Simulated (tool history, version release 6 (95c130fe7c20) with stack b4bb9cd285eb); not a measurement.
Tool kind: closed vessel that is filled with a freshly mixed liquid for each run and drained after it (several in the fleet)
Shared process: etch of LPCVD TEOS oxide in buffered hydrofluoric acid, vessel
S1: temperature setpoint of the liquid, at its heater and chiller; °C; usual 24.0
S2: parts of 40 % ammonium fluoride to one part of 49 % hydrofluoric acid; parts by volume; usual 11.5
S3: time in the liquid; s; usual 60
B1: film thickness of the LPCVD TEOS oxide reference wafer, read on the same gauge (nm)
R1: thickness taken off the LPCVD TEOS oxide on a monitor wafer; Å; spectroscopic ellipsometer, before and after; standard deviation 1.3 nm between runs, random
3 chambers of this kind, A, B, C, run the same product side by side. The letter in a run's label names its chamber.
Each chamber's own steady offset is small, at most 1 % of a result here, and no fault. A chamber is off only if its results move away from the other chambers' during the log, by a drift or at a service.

{"run": "1C", "hour": 6.5, "S1": 24.0, "S2": 11.5, "S3": 60, "B1": 69.959, "R1": 1825.7}
{"run": "2A", "hour": 16.5, "S1": 24.0, "S2": 11.5, "S3": 60, "B1": 69.991, "R1": 1808.1}
{"run": "3B", "hour": 22.2, "S1": 24.0, "S2": 11.5, "S3": 60, "B1": 70.004, "R1": 1799.8}
{"run": "4A", "hour": 31.9, "S1": 24.0, "S2": 11.5, "S3": 60, "B1": 70.016, "R1": 1789.1}
{"run": "5B", "hour": 38.3, "S1": 24.0, "S2": 11.5, "S3": 60, "B1": 70.008, "R1": 1831.1}
{"run": "6C", "hour": 47.2, "S1": 24.0, "S2": 11.5, "S3": 60, "B1": 70.026, "R1": 1829.8}
{"run": "7B", "hour": 57.2, "S1": 24.0, "S2": 11.5, "S3": 60, "B1": 69.955, "R1": 1830.5}
{"run": "8C", "hour": 64.0, "S1": 24.0, "S2": 11.5, "S3": 80, "B1": 69.989, "R1": 2420.0}
{"run": "9A", "hour": 72.1, "S1": 24.0, "S2": 11.5, "S3": 80, "B1": 69.945, "R1": 2403.8}
{"run": "10A", "hour": 81.4, "S1": 24.0, "S2": 11.5, "S3": 80, "B1": 70.03, "R1": 2448.8}
{"run": "11C", "hour": 88.8, "S1": 24.0, "S2": 11.5, "S3": 60, "B1": 70.01, "R1": 1824.1}
{"run": "12B", "hour": 99.0, "S1": 24.0, "S2": 11.5, "S3": 60, "B1": 69.987, "R1": 1828.5}
{"run": "13B", "hour": 109.8, "S1": 24.0, "S2": 11.5, "S3": 60, "B1": 70.031, "R1": 1827.7}
{"run": "14A", "hour": 116.5, "S1": 24.0, "S2": 11.5, "S3": 60, "B1": 70.017, "R1": 1788.7}
{"run": "15C", "hour": 127.2, "S1": 24.0, "S2": 11.5, "S3": 60, "B1": 69.994, "R1": 1825.8}
{"run": "16C", "hour": 138.4, "S1": 24.0, "S2": 11.5, "S3": 60, "B1": 70.019, "R1": 1785.0}
{"hour": 141.3, "done": "chamber B: thermometer replaced"}
{"run": "17B", "hour": 148.2, "S1": 24.0, "S2": 11.5, "S3": 60, "B1": 69.979, "R1": 1840.1}
{"run": "18A", "hour": 154.9, "S1": 24.0, "S2": 11.5, "S3": 60, "B1": 70.007, "R1": 1794.3}
{"hour": 161.6, "done": "chamber A: thermometer replaced"}
{"run": "19A", "hour": 164.5, "S1": 24.0, "S2": 11.5, "S3": 60, "B1": 70.047, "R1": 1813.1}
{"run": "20C", "hour": 174.3, "S1": 24.0, "S2": 11.5, "S3": 60, "B1": 69.983, "R1": 1803.0}
{"run": "21B", "hour": 183.4, "S1": 24.0, "S2": 11.5, "S3": 60, "B1": 70.037, "R1": 1822.9}
{"run": "22C", "hour": 192.7, "S1": 24.0, "S2": 11.5, "S3": 60, "B1": 69.996, "R1": 1801.3}
{"run": "23A", "hour": 204.1, "S1": 24.0, "S2": 11.5, "S3": 60, "B1": 69.989, "R1": 1806.1}
{"run": "24B", "hour": 209.8, "S1": 24.0, "S2": 11.5, "S3": 60, "B1": 70.005, "R1": 1824.4}
{"run": "25B", "hour": 218.6, "S1": 24.0, "S2": 11.5, "S3": 60, "B1": 69.979, "R1": 1810.6}
{"run": "26A", "hour": 225.3, "S1": 24.0, "S2": 11.5, "S3": 60, "B1": 69.971, "R1": 1820.7}
{"run": "27C", "hour": 237.5, "S1": 24.0, "S2": 11.5, "S3": 60, "B1": 69.976, "R1": 1763.1}
{"run": "28A", "hour": 249.2, "S1": 24.0, "S2": 14.5, "S3": 45, "B1": 69.972, "R1": 1077.6}
{"run": "29C", "hour": 258.9, "S1": 24.0, "S2": 14.5, "S3": 45, "B1": 70.009, "R1": 1062.9}
{"run": "30B", "hour": 271.1, "S1": 24.0, "S2": 14.5, "S3": 45, "B1": 70.02, "R1": 1085.6}
{"run": "31B", "hour": 277.8, "S1": 24.0, "S2": 11.5, "S3": 60, "B1": 69.968, "R1": 1834.2}
{"run": "32A", "hour": 287.2, "S1": 24.0, "S2": 11.5, "S3": 60, "B1": 69.983, "R1": 1805.0}
{"run": "33C", "hour": 295.6, "S1": 24.0, "S2": 11.5, "S3": 60, "B1": 70.017, "R1": 1762.2}
{"run": "34A", "hour": 305.9, "S1": 24.0, "S2": 11.5, "S3": 60, "B1": 70.01, "R1": 1804.3}
{"run": "35C", "hour": 316.0, "S1": 24.0, "S2": 11.5, "S3": 60, "B1": 70.006, "R1": 1763.6}
{"run": "36B", "hour": 325.2, "S1": 24.0, "S2": 11.5, "S3": 60, "B1": 69.948, "R1": 1792.6}
{"run": "37B", "hour": 331.6, "S1": 24.0, "S2": 11.5, "S3": 60, "B1": 69.98, "R1": 1850.0}
{"run": "38A", "hour": 343.0, "S1": 24.0, "S2": 11.5, "S3": 60, "B1": 69.987, "R1": 1806.4}
{"run": "39C", "hour": 354.7, "S1": 22.5, "S2": 8.0, "S3": 60, "B1": 69.972, "R1": 2195.3}
{"run": "40B", "hour": 363.4, "S1": 22.5, "S2": 8.0, "S3": 60, "B1": 70.03, "R1": 2326.9}
{"run": "41C", "hour": 372.9, "S1": 22.5, "S2": 8.0, "S3": 60, "B1": 69.98, "R1": 2202.2}
{"run": "42A", "hour": 378.8, "S1": 24.0, "S2": 11.5, "S3": 60, "B1": 69.959, "R1": 1798.3}

The same settings go to every chamber for the next run, one line per chamber below. Forecast the results for each:
{"run": "43A", "hour": 388.0, "S1": 24.0, "S2": 15.0, "S3": 60, "R1": "?"}
{"run": "43B", "hour": 388.0, "S1": 24.0, "S2": 15.0, "S3": 60, "R1": "?"}
{"run": "43C", "hour": 388.0, "S1": 24.0, "S2": 15.0, "S3": 60, "R1": "?"}

run=43A R1=1400.7
run=43B R1=1400.5
run=43C R1=1338.3
